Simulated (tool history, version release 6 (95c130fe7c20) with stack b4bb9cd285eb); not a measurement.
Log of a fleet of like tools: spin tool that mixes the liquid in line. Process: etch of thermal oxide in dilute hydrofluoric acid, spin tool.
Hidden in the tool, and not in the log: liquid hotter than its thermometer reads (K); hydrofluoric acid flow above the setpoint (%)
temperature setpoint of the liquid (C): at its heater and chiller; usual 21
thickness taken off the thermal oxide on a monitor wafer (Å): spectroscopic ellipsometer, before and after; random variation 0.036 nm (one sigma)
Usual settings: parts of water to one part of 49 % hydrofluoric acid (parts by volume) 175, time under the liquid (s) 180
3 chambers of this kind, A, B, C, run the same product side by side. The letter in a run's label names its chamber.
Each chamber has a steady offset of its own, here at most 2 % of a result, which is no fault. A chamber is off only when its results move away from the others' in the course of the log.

| run | hour | temperature setpoint of the liquid (C) | parts of water to one part of 49 % hydrofluoric acid (parts by volume) | time under the liquid (s) | hours since the thermometer was replaced | hours since the hydrofluoric acid flow meter was replaced | read-back film thickness of the thermal oxide reference wafer, read on the same gauge (nm) | thickness taken off the thermal oxide on a monitor wafer (Å) |
|---|---|---|---|---|---|---|---|---|
| 1B | 13 | 21 | 175 | 180 | 966.2 | 214.8 | 100.02 | 39.268 |
|  | 21 | chamber A: hydrofluoric acid flow meter replaced |
| 2C | 23.1 | 21 | 175 | 180 | 442.8 | 1891.5 | 99.974 | 40.193 |
| 3A | 31.5 | 21 | 175 | 180 | 1112 | 10.6 | 100.02 | 40.403 |
| 4C | 40.4 | 21 | 175 | 180 | 460.1 | 1908.8 | 100 | 39.758 |
| 5B | 53.1 | 21 | 175 | 180 | 1006.3 | 254.9 | 100.02 | 39.893 |
| 6A | 63.9 | 21 | 175 | 180 | 1144.4 | 43 | 99.976 | 40.333 |
| 7C | 72 | 21 | 175 | 180 | 491.7 | 1940.4 | 100.03 | 40.137 |
| 8A | 85.3 | 21 | 175 | 180 | 1165.8 | 64.4 | 100.01 | 40.773 |
| 9B | 98.9 | 23.5 | 130 | 180 | 1052.1 | 300.7 | 99.961 | 62.094 |
| 10B | 106 | 23.5 | 130 | 180 | 1059.2 | 307.8 | 99.991 | 62.592 |
| 11C | 118.9 | 23.5 | 130 | 180 | 538.6 | 1987.3 | 100.02 | 61.438 |
| 12A | 127.6 | 21 | 175 | 180 | 1208.1 | 106.7 | 99.977 | 40.126 |
| 13B | 138.1 | 21 | 175 | 180 | 1091.3 | 339.9 | 100.01 | 39.971 |
| 14C | 152.4 | 21 | 175 | 280 | 572.1 | 2020.8 | 100.02 | 62.398 |
| 15A | 166.1 | 21 | 175 | 280 | 1246.6 | 145.2 | 99.976 | 63.249 |
| 16A | 177 | 21 | 175 | 280 | 1257.5 | 156.1 | 100.01 | 62.216 |
| 17C | 190.5 | 21 | 175 | 180 | 610.2 | 2058.9 | 100.01 | 39.949 |
| 18B | 202 | 21 | 175 | 180 | 1155.2 | 403.8 | 99.976 | 39.475 |
| 19A | 216 | 21 | 175 | 180 | 1296.5 | 195.1 | 100 | 40.961 |
| 20C | 223.6 | 21 | 175 | 180 | 643.3 | 2092 | 99.984 | 39.74 |
| 21B | 232 | 21 | 175 | 180 | 1185.2 | 433.8 | 99.987 | 39.826 |
| 22C | 242.5 | 21 | 175 | 180 | 662.2 | 2110.9 | 99.993 | 40.473 |
| 23B | 252 | 21 | 175 | 180 | 1205.2 | 453.8 | 100.01 | 39.571 |
| 24A | 266.5 | 21 | 175 | 180 | 1347 | 245.6 | 100.02 | 41.114 |
| 25B | 280.8 | 21 | 175 | 180 | 1234 | 482.6 | 100.04 | 40.059 |
| 26A | 289.2 | 21 | 175 | 180 | 1369.7 | 268.3 | 100.02 | 42.151 |
| 27C | 296.5 | 21 | 175 | 180 | 716.2 | 2164.9 | 100.01 | 39.652 |
| 28A | 303 | 21 | 175 | 180 | 1383.5 | 282.1 | 99.975 | 40.971 |
| 29C | 311.7 | 21 | 175 | 180 | 731.4 | 2180.1 | 100.01 | 39.798 |
| 30B | 325.7 | 21 | 175 | 180 | 1278.9 | 527.5 | 99.975 | 40.097 |
| 31C | 339.3 | 21 | 175 | 180 | 759 | 2207.7 | 100.02 | 39.294 |
| 32B | 350.6 | 21 | 175 | 180 | 1303.8 | 552.4 | 100.03 | 39.421 |
| 33A | 363.5 | 21 | 175 | 180 | 1444 | 342.6 | 99.994 | 41.593 |
| 34A | 371.9 | 21 | 175 | 180 | 1452.4 | 351 | 99.952 | 41.778 |
| 35B | 384.6 | 21 | 175 | 180 | 1337.8 | 586.4 | 99.97 | 39.658 |
| 36C | 393.4 | 21 | 175 | 180 | 813.1 | 2261.8 | 100.04 | 40.099 |
| 37C | 406.3 | 21 | 175 | 180 | 826 | 2274.7 | 100.02 | 40.194 |
| 38B | 418.4 | 21 | 175 | 180 | 1371.6 | 620.2 | 99.97 | 39.389 |
| 39A | 429.9 | 25.5 | 175 | 145 | 1510.4 | 409 | 100 | 40.778 |
| 40B | 436.7 | 25.5 | 175 | 145 | 1389.9 | 638.5 | 100.01 | 38.255 |
| 41A | 443.5 | 25.5 | 175 | 145 | 1524 | 422.6 | 99.979 | 40.211 |
| 42C | 457.4 | 21 | 175 | 110 | 877.1 | 2325.8 | 100.03 | 24.566 |
| 43C | 470 | 21 | 175 | 110 | 889.7 | 2338.4 | 100 | 24.436 |
| 44B | 481 | 21 | 175 | 110 | 1434.2 | 682.8 | 100 | 24.581 |

All 3 chambers run these settings next. Forecast each chamber's results:
| 45A | 491.6 | 21 | 175 | 135 |  |  |  | ? |
| 45B | 491.6 | 21 | 175 | 135 |  |  |  | ? |
| 45C | 491.6 | 21 | 175 | 135 |  |  |  | ? |

| run | thickness taken off the thermal oxide on a monitor wafer (Å) |
|---|---|
| 45A | 32.355 |
| 45B | 30.333 |
| 45C | 30.321 |

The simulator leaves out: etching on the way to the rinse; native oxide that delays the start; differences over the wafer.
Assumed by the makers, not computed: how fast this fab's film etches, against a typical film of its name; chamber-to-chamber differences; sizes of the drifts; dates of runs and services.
